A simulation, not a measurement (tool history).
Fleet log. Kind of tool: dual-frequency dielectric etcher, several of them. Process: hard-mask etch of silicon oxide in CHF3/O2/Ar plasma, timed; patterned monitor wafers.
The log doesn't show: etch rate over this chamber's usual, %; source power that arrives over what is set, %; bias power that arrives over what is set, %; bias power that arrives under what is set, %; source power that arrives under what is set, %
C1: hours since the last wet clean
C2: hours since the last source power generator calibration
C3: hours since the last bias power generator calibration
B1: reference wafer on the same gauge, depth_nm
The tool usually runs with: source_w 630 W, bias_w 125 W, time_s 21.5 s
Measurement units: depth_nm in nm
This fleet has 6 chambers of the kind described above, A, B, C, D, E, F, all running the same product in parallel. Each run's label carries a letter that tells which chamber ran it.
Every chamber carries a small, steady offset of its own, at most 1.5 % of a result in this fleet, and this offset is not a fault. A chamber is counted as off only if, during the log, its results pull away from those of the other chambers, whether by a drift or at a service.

run 1D hour=6.0 | source_w=630 bias_w=125 time_s=21.5 | C1=472.7 C2=2024.8 C3=2381.8 | B1=44.311 | depth_nm=38.649
run 2A hour=12.1 | source_w=630 bias_w=125 time_s=21.5 | C1=123.5 C2=1603.6 C3=407.7 | B1=44.278 | depth_nm=38.055
run 3C hour=16.5 | source_w=630 bias_w=125 time_s=21.5 | C1=505.1 C2=1128.4 C3=2589.8 | B1=44.271 | depth_nm=38.375
run 4B hour=24.7 | source_w=630 bias_w=125 time_s=21.5 | C1=102.8 C2=1124.8 C3=1222.2 | B1=44.277 | depth_nm=38.638
-- hour=27.9 chamber C: wet clean of the chamber
run 5F hour=32.1 | source_w=630 bias_w=125 time_s=21.5 | C1=281.9 C2=4676.9 C3=1374.9 | B1=44.272 | depth_nm=38.821
run 6E hour=40.7 | source_w=630 bias_w=125 time_s=21.5 | C1=571.4 C2=2524.6 C3=832.0 | B1=44.248 | depth_nm=38.198
run 7D hour=46.6 | source_w=630 bias_w=125 time_s=21.5 | C1=513.3 C2=2065.4 C3=2422.4 | B1=44.256 | depth_nm=38.552
-- hour=55.2 chamber E: wet clean of the chamber
run 8B hour=55.4 | source_w=630 bias_w=125 time_s=21.5 | C1=133.5 C2=1155.5 C3=1252.9 | B1=44.230 | depth_nm=38.691
run 9F hour=62.9 | source_w=630 bias_w=125 time_s=21.5 | C1=312.7 C2=4707.7 C3=1405.7 | B1=44.241 | depth_nm=38.882
run 10A hour=68.2 | source_w=630 bias_w=125 time_s=21.5 | C1=179.6 C2=1659.7 C3=463.8 | B1=44.218 | depth_nm=38.191
run 11C hour=73.5 | source_w=630 bias_w=125 time_s=21.5 | C1=45.7 C2=1185.4 C3=2646.8 | B1=44.221 | depth_nm=38.300
run 12E hour=79.0 | source_w=630 bias_w=125 time_s=21.5 | C1=23.8 C2=2562.9 C3=870.3 | B1=44.216 | depth_nm=38.261
-- hour=80.6 chamber D: wet clean of the chamber
run 13D hour=85.6 | source_w=630 bias_w=125 time_s=21.5 | C1=5.0 C2=2104.4 C3=2461.4 | B1=44.188 | depth_nm=38.462
run 14E hour=92.1 | source_w=630 bias_w=125 time_s=21.5 | C1=36.9 C2=2576.0 C3=883.4 | B1=44.209 | depth_nm=38.219
run 15F hour=96.4 | source_w=630 bias_w=125 time_s=21.5 | C1=346.2 C2=4741.2 C3=1439.2 | B1=44.185 | depth_nm=38.879
run 16A hour=103.5 | source_w=630 bias_w=125 time_s=21.5 | C1=214.9 C2=1695.0 C3=499.1 | B1=44.217 | depth_nm=37.987
run 17B hour=109.1 | source_w=630 bias_w=125 time_s=21.5 | C1=187.2 C2=1209.2 C3=1306.6 | B1=44.186 | depth_nm=38.557
run 18C hour=116.2 | source_w=630 bias_w=125 time_s=21.5 | C1=88.4 C2=1228.1 C3=2689.5 | B1=44.186 | depth_nm=38.298
run 19D hour=124.4 | source_w=630 bias_w=125 time_s=21.5 | C1=43.8 C2=2143.2 C3=2500.2 | B1=44.173 | depth_nm=38.498
run 20C hour=128.9 | source_w=630 bias_w=125 time_s=21.5 | C1=101.1 C2=1240.8 C3=2702.2 | B1=44.150 | depth_nm=38.311
run 21B hour=134.6 | source_w=630 bias_w=125 time_s=21.5 | C1=212.7 C2=1234.7 C3=1332.1 | B1=44.142 | depth_nm=38.607
run 22A hour=140.9 | source_w=780 bias_w=109 time_s=21.5 | C1=252.3 C2=1732.4 C3=536.5 | B1=44.150 | depth_nm=39.612
run 23E hour=144.8 | source_w=780 bias_w=109 time_s=21.5 | C1=89.6 C2=2628.7 C3=936.1 | B1=44.151 | depth_nm=39.761
run 24F hour=151.7 | source_w=780 bias_w=109 time_s=21.5 | C1=401.5 C2=4796.5 C3=1494.5 | B1=44.129 | depth_nm=40.532
run 25A hour=158.9 | source_w=780 bias_w=109 time_s=21.5 | C1=270.3 C2=1750.4 C3=554.5 | B1=44.132 | depth_nm=39.639
run 26B hour=166.0 | source_w=780 bias_w=109 time_s=21.5 | C1=244.1 C2=1266.1 C3=1363.5 | B1=44.129 | depth_nm=40.308
run 27C hour=171.0 | source_w=780 bias_w=109 time_s=21.5 | C1=143.2 C2=1282.9 C3=2744.3 | B1=44.104 | depth_nm=39.949
run 28D hour=178.9 | source_w=630 bias_w=125 time_s=21.5 | C1=98.3 C2=2197.7 C3=2554.7 | B1=44.115 | depth_nm=38.486
run 29E hour=185.3 | source_w=480 bias_w=125 time_s=26.5 | C1=130.1 C2=2669.2 C3=976.6 | B1=44.109 | depth_nm=42.317
-- hour=186.8 chamber F: wet clean of the chamber
run 30F hour=192.2 | source_w=480 bias_w=125 time_s=26.5 | C1=5.5 C2=4837.0 C3=1535.0 | B1=44.104 | depth_nm=43.043
run 31F hour=199.5 | source_w=480 bias_w=125 time_s=26.5 | C1=12.8 C2=4844.3 C3=1542.3 | B1=44.079 | depth_nm=43.019
run 32D hour=205.9 | source_w=480 bias_w=125 time_s=26.5 | C1=125.3 C2=2224.7 C3=2581.7 | B1=44.095 | depth_nm=42.596
run 33B hour=211.3 | source_w=480 bias_w=125 time_s=26.5 | C1=289.4 C2=1311.4 C3=1408.8 | B1=44.071 | depth_nm=42.718
run 34A hour=216.5 | source_w=480 bias_w=125 time_s=26.5 | C1=327.9 C2=1808.0 C3=612.1 | B1=44.067 | depth_nm=42.084
run 35E hour=224.0 | source_w=630 bias_w=125 time_s=21.5 | C1=168.8 C2=2707.9 C3=1015.3 | B1=44.073 | depth_nm=38.165
-- hour=229.6 chamber A: wet clean of the chamber
run 36C hour=231.1 | source_w=630 bias_w=125 time_s=21.5 | C1=203.3 C2=1343.0 C3=2804.4 | B1=44.042 | depth_nm=38.119
run 37D hour=237.8 | source_w=630 bias_w=125 time_s=21.5 | C1=157.2 C2=2256.6 C3=2613.6 | B1=44.061 | depth_nm=38.267
run 38E hour=245.2 | source_w=630 bias_w=125 time_s=21.5 | C1=190.0 C2=2729.1 C3=1036.5 | B1=44.036 | depth_nm=38.065
run 39B hour=252.1 | source_w=630 bias_w=125 time_s=21.5 | C1=330.2 C2=1352.2 C3=1449.6 | B1=44.020 | depth_nm=38.490
run 40A hour=258.2 | source_w=630 bias_w=125 time_s=21.5 | C1=28.7 C2=1849.7 C3=653.8 | B1=44.012 | depth_nm=37.920

Decide between three cases: one chamber stands off from its peers, the gauge reading all wafers drifts, or nothing is wrong past each chamber's small offset. Where a chamber is off, say which and what most likely put it there.

It is the gauge, not a chamber: its drift shows up in every chamber's results at once, and no chamber is off.
What lies behind it: gauge reads low (%) = 0.649.

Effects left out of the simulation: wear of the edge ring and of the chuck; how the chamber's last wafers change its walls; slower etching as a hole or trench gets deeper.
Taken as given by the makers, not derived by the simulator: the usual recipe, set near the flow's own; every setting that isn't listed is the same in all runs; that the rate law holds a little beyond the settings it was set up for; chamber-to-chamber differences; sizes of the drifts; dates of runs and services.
